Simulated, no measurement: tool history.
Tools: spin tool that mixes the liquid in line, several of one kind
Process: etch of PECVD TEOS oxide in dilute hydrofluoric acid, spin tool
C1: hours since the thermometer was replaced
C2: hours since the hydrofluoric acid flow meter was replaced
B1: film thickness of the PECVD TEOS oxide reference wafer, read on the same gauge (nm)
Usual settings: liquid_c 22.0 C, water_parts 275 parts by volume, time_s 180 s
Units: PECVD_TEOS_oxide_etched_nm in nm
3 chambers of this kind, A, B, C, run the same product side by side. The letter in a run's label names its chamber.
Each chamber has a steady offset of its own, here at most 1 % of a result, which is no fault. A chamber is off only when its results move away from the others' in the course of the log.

run 1A hour=2.6 | liquid_c=22.0 water_parts=275 time_s=180 | C1=2652.9 C2=220.5 | B1=30.017 | PECVD_TEOS_oxide_etched_nm=7.3990
run 2B hour=5.5 | liquid_c=22.0 water_parts=275 time_s=180 | C1=365.2 C2=881.9 | B1=30.013 | PECVD_TEOS_oxide_etched_nm=7.4142
run 3C hour=8.4 | liquid_c=22.0 water_parts=275 time_s=180 | C1=103.5 C2=1543.6 | B1=29.981 | PECVD_TEOS_oxide_etched_nm=7.4592
run 4B hour=11.5 | liquid_c=22.0 water_parts=275 time_s=180 | C1=371.2 C2=887.9 | B1=30.014 | PECVD_TEOS_oxide_etched_nm=7.3643
run 5A hour=16.2 | liquid_c=22.0 water_parts=275 time_s=180 | C1=2666.5 C2=234.1 | B1=30.017 | PECVD_TEOS_oxide_etched_nm=7.5497
run 6C hour=20.3 | liquid_c=20.0 water_parts=275 time_s=180 | C1=115.4 C2=1555.5 | B1=29.999 | PECVD_TEOS_oxide_etched_nm=6.9999
run 7B hour=25.0 | liquid_c=20.0 water_parts=275 time_s=180 | C1=384.7 C2=901.4 | B1=30.012 | PECVD_TEOS_oxide_etched_nm=6.9745
run 8A hour=28.2 | liquid_c=20.0 water_parts=275 time_s=180 | C1=2678.5 C2=246.1 | B1=29.991 | PECVD_TEOS_oxide_etched_nm=6.8818
run 9C hour=31.7 | liquid_c=22.0 water_parts=275 time_s=225 | C1=126.8 C2=1566.9 | B1=29.996 | PECVD_TEOS_oxide_etched_nm=9.4142
run 10A hour=36.2 | liquid_c=22.0 water_parts=275 time_s=225 | C1=2686.5 C2=254.1 | B1=29.986 | PECVD_TEOS_oxide_etched_nm=9.1419
run 11B hour=40.6 | liquid_c=22.0 water_parts=275 time_s=225 | C1=400.3 C2=917.0 | B1=29.989 | PECVD_TEOS_oxide_etched_nm=9.3403
run 12C hour=44.2 | liquid_c=22.0 water_parts=275 time_s=180 | C1=139.3 C2=1579.4 | B1=30.012 | PECVD_TEOS_oxide_etched_nm=7.4590
run 13B hour=49.5 | liquid_c=22.0 water_parts=275 time_s=180 | C1=409.2 C2=925.9 | B1=30.009 | PECVD_TEOS_oxide_etched_nm=7.4317
run 14A hour=53.4 | liquid_c=22.0 water_parts=275 time_s=180 | C1=2703.7 C2=271.3 | B1=30.007 | PECVD_TEOS_oxide_etched_nm=7.2534
run 15C hour=56.2 | liquid_c=22.0 water_parts=275 time_s=115 | C1=151.3 C2=1591.4 | B1=29.999 | PECVD_TEOS_oxide_etched_nm=4.8089
run 16B hour=58.9 | liquid_c=22.0 water_parts=275 time_s=115 | C1=418.6 C2=935.3 | B1=29.990 | PECVD_TEOS_oxide_etched_nm=4.7618
run 17A hour=63.4 | liquid_c=22.0 water_parts=275 time_s=115 | C1=2713.7 C2=281.3 | B1=29.995 | PECVD_TEOS_oxide_etched_nm=4.5137
run 18C hour=68.0 | liquid_c=22.0 water_parts=275 time_s=180 | C1=163.1 C2=1603.2 | B1=30.011 | PECVD_TEOS_oxide_etched_nm=7.5025
run 19C hour=72.8 | liquid_c=17.5 water_parts=275 time_s=180 | C1=167.9 C2=1608.0 | B1=30.002 | PECVD_TEOS_oxide_etched_nm=6.4001
run 20B hour=77.5 | liquid_c=17.5 water_parts=275 time_s=180 | C1=437.2 C2=953.9 | B1=30.004 | PECVD_TEOS_oxide_etched_nm=6.2184
run 21A hour=81.0 | liquid_c=17.5 water_parts=275 time_s=180 | C1=2731.3 C2=298.9 | B1=30.005 | PECVD_TEOS_oxide_etched_nm=5.9315
run 22B hour=85.8 | liquid_c=22.0 water_parts=275 time_s=180 | C1=445.5 C2=962.2 | B1=30.006 | PECVD_TEOS_oxide_etched_nm=7.3774
run 23C hour=90.4 | liquid_c=22.0 water_parts=275 time_s=180 | C1=185.5 C2=1625.6 | B1=29.996 | PECVD_TEOS_oxide_etched_nm=7.5116
run 24A hour=94.9 | liquid_c=22.0 water_parts=275 time_s=180 | C1=2745.2 C2=312.8 | B1=30.016 | PECVD_TEOS_oxide_etched_nm=6.9426
run 25C hour=98.3 | liquid_c=22.0 water_parts=275 time_s=180 | C1=193.4 C2=1633.5 | B1=29.992 | PECVD_TEOS_oxide_etched_nm=7.4240
run 26B hour=102.7 | liquid_c=22.0 water_parts=275 time_s=180 | C1=462.4 C2=979.1 | B1=29.991 | PECVD_TEOS_oxide_etched_nm=7.4677

Next, every chamber runs the same settings. What will each give?
run 27A hour=106.6 | liquid_c=22.0 water_parts=325 time_s=180 | PECVD_TEOS_oxide_etched_nm=?
run 27B hour=106.6 | liquid_c=22.0 water_parts=325 time_s=180 | PECVD_TEOS_oxide_etched_nm=?
run 27C hour=106.6 | liquid_c=22.0 water_parts=325 time_s=180 | PECVD_TEOS_oxide_etched_nm=?

run=27A PECVD_TEOS_oxide_etched_nm=5.4277
run=27B PECVD_TEOS_oxide_etched_nm=5.9246
run=27C PECVD_TEOS_oxide_etched_nm=5.9941

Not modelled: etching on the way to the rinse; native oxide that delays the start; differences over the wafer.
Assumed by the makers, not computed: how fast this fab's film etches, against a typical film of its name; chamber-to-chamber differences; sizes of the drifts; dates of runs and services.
